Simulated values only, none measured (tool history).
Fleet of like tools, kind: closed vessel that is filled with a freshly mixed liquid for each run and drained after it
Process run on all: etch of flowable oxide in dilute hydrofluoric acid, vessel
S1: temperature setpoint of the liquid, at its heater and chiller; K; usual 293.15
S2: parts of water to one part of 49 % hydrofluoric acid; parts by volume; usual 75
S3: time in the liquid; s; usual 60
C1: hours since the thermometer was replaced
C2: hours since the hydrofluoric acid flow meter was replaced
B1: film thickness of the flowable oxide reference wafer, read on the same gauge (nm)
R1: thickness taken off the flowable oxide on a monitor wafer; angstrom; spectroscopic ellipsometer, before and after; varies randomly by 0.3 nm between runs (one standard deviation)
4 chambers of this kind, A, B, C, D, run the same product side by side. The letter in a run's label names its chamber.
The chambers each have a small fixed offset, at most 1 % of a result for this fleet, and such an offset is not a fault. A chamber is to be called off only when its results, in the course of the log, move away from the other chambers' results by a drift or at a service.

run   hour      S1  S2  S3      C1     C2      B1      R1
 1C    5.8  293.15  75  60    12.4   56.5  110.02  309.79
 2B   11.1  293.15  75  60  1274.5  220.6  110.01  311.69
 3A   16.4  293.15  75  60   794.5  765.1  110.03  312.48
 4D   22.7  293.15  75  60     512  775.6  109.98  314.81
 5A   28.8  293.15  75  60   806.9  777.5  110.01  315.79
      33.9  -- chamber D: thermometer replaced
 6B   35.5  293.15  60  60  1298.9    245  110.02  398.91
 7C   38.8  293.15  60  60    45.4   89.5  109.98  395.45
 8D     44  293.15  60  60    10.1  796.9  110.01  400.53
 9A   50.1  293.15  60  60   828.2  798.8     110  402.22
10D   55.6  293.15  75  60    21.7  808.5     110  312.72
11B     60  293.15  75  60  1323.4  269.5     110  308.04
12C   66.4  293.15  75  60      73  117.1  109.99  314.33
13B   69.9  293.15  75  60  1333.3  279.4  109.99   315.4
14A   76.5  293.15  75  60   854.6  825.2  109.99  318.57
15C   81.5  293.15  55  60    88.1  132.2  109.98  434.51
16D   85.4  293.15  55  60    51.5  838.3     110  436.92
17B   92.1  293.15  55  60  1355.5  301.6  110.03  433.46
18D   96.8  293.15  55  60    62.9  849.7  109.99  441.19
19A  102.6  290.65  75  60   880.7  851.3     110  289.48
20C  107.4  290.65  75  60     114  158.1  110.01  279.99
21D  110.4  290.65  75  60    76.5  863.3  110.01  277.54
22C  114.4  290.65  75  60     121  165.1     110  282.95
23B  120.3  293.15  75  60  1383.7  329.8  109.95  311.46
24A  123.3  291.15  75  40   901.4    872     110  200.25
25A  127.9  291.15  75  40     906  876.6     110   204.3
26C  133.4  291.15  75  40     140  184.1  109.99  189.03
     136.4  -- chamber D: hydrofluoric acid flow meter replaced
27B  139.3  291.15  75  40  1402.7  348.8  110.01  192.45
28D  143.3  293.15  75  60   109.4      7  109.97   318.1
29B  148.6  293.15  75  60    1412  358.1  110.02  306.21
30A  152.3  293.15  75  60   930.4    901     110  342.54
31D    158  293.15  75  60   124.1   21.7  110.01  308.09
32C  164.1  293.15  75  60   170.7  214.8  110.03  313.25
33B  168.7  293.15  75  60  1432.1  378.2     110  310.46
34A  173.4  293.15  75  60   951.5  922.1     110   336.2
35D  179.6  293.15  65  75   145.7   43.3  109.97  461.62
36C  185.5  293.15  65  75   192.1  236.2  110.02  445.28
37C  189.9  293.15  65  75   196.5  240.6  110.04  451.02
38A  196.5  293.15  65  75   974.6  945.2  110.01  510.18
39B    203  293.15  75  60  1466.4  412.5  109.97   312.7

All chambers now run identical settings, listed one chamber a line with results as question marks. What results will each chamber show?
40A   208  293.15  75  70               ?
40B   208  293.15  75  70               ?
40C   208  293.15  75  70               ?
40D   208  293.15  75  70               ?

run      R1
40A  410.73
40B  362.75
40C  364.07
40D  367.96

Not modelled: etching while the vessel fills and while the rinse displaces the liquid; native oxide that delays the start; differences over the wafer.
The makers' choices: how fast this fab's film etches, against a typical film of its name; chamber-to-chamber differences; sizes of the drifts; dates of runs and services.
